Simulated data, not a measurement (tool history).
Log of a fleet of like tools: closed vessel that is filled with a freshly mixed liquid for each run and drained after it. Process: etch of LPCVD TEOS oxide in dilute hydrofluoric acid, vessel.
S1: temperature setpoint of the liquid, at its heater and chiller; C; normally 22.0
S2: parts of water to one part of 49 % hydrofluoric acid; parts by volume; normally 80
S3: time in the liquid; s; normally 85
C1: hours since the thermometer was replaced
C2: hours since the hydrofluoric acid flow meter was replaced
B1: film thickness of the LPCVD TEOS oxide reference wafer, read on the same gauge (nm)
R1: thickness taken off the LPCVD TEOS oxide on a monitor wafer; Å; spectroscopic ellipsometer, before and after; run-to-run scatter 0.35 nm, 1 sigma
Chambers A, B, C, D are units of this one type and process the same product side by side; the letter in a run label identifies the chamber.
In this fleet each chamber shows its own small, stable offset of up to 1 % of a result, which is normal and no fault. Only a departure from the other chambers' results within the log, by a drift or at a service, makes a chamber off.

run	hour	S1	S2	S3	C1	C2	B1	R1
1D	11.9	22.0	80	85	167.1	443.6	60.000	494.74
2B	19.1	22.0	80	85	239.1	1455.7	60.004	496.39
3C	26.0	22.0	80	85	182.5	476.6	60.007	491.75
4A	37.9	22.0	80	85	1138.7	1328.6	59.985	495.74
5A	50.9	20.5	80	65	1151.7	1341.6	60.021	355.38
6C	60.0	20.5	80	65	216.5	510.6	59.974	355.97
7B	74.0	20.5	80	65	294.0	1510.6	59.973	352.82
8D	85.7	20.5	80	65	240.9	517.4	59.991	352.06
9B	92.5	22.0	80	85	312.5	1529.1	59.977	499.23
10C	103.8	22.0	95	85	260.3	554.4	60.020	403.73
11D	111.2	22.0	95	85	266.4	542.9	59.998	408.60
12A	117.4	22.0	95	85	1218.2	1408.1	60.010	408.44
13D	130.0	22.0	95	85	285.2	561.7	59.999	409.26
14A	136.5	25.5	90	85	1237.3	1427.2	60.013	496.52
15B	148.2	25.5	90	85	368.2	1584.8	59.985	505.66
16C	159.5	25.5	90	85	316.0	610.1	60.005	496.61
17B	168.1	25.5	90	85	388.1	1604.7	60.013	503.04
18C	174.4	22.0	80	85	330.9	625.0	59.999	492.73
19D	183.5	22.0	80	85	338.7	615.2	59.980	496.68
20A	192.2	25.5	80	85	1293.0	1482.9	59.975	566.94
21C	203.7	25.5	80	85	360.2	654.3	59.983	574.36
22B	210.1	25.5	80	85	430.1	1646.7	60.019	576.20
23D	216.9	25.5	80	85	372.1	648.6	59.995	579.34
24A	226.7	22.0	80	85	1327.5	1517.4	59.998	491.29
25D	238.7	22.0	80	85	393.9	670.4	60.002	503.97
26C	245.6	22.0	80	85	402.1	696.2	60.017	496.47
27B	255.3	19.5	80	85	475.3	1691.9	59.999	444.84
28A	266.0	19.5	80	85	1366.8	1556.7	60.016	448.58
29A	272.2	19.5	80	85	1373.0	1562.9	60.000	442.96
30B	283.2	19.5	80	85	503.2	1719.8	59.992	447.76
31D	292.3	22.0	80	85	447.5	724.0	60.008	507.54
# hour 296.7: chamber C: thermometer replaced
32C	306.5	22.0	80	85	9.9	757.1	60.003	492.25
33C	318.4	22.0	80	85	21.8	769.0	59.987	500.56
34D	327.6	22.0	80	85	482.8	759.3	60.003	509.55
35B	339.2	22.0	80	85	559.2	1775.8	59.989	487.81
36A	347.1	22.0	80	85	1447.9	1637.8	60.013	492.75
# hour 354.1: chamber D: thermometer replaced
37C	356.4	22.0	80	85	59.8	807.0	59.998	493.66
38A	370.3	22.0	80	85	1471.1	1661.0	59.987	499.40
39D	379.8	22.0	80	85	25.7	811.5	59.999	516.12
40B	389.6	22.0	80	85	609.6	1826.2	60.004	497.87

Predict what each chamber gives when all 4 of them run the settings below next.
41A	399.7	22.0	80	65				?
41B	399.7	22.0	80	65				?
41C	399.7	22.0	80	65				?
41D	399.7	22.0	80	65				?

run	R1
41A	379.44
41B	380.51
41C	381.63
41D	395.67
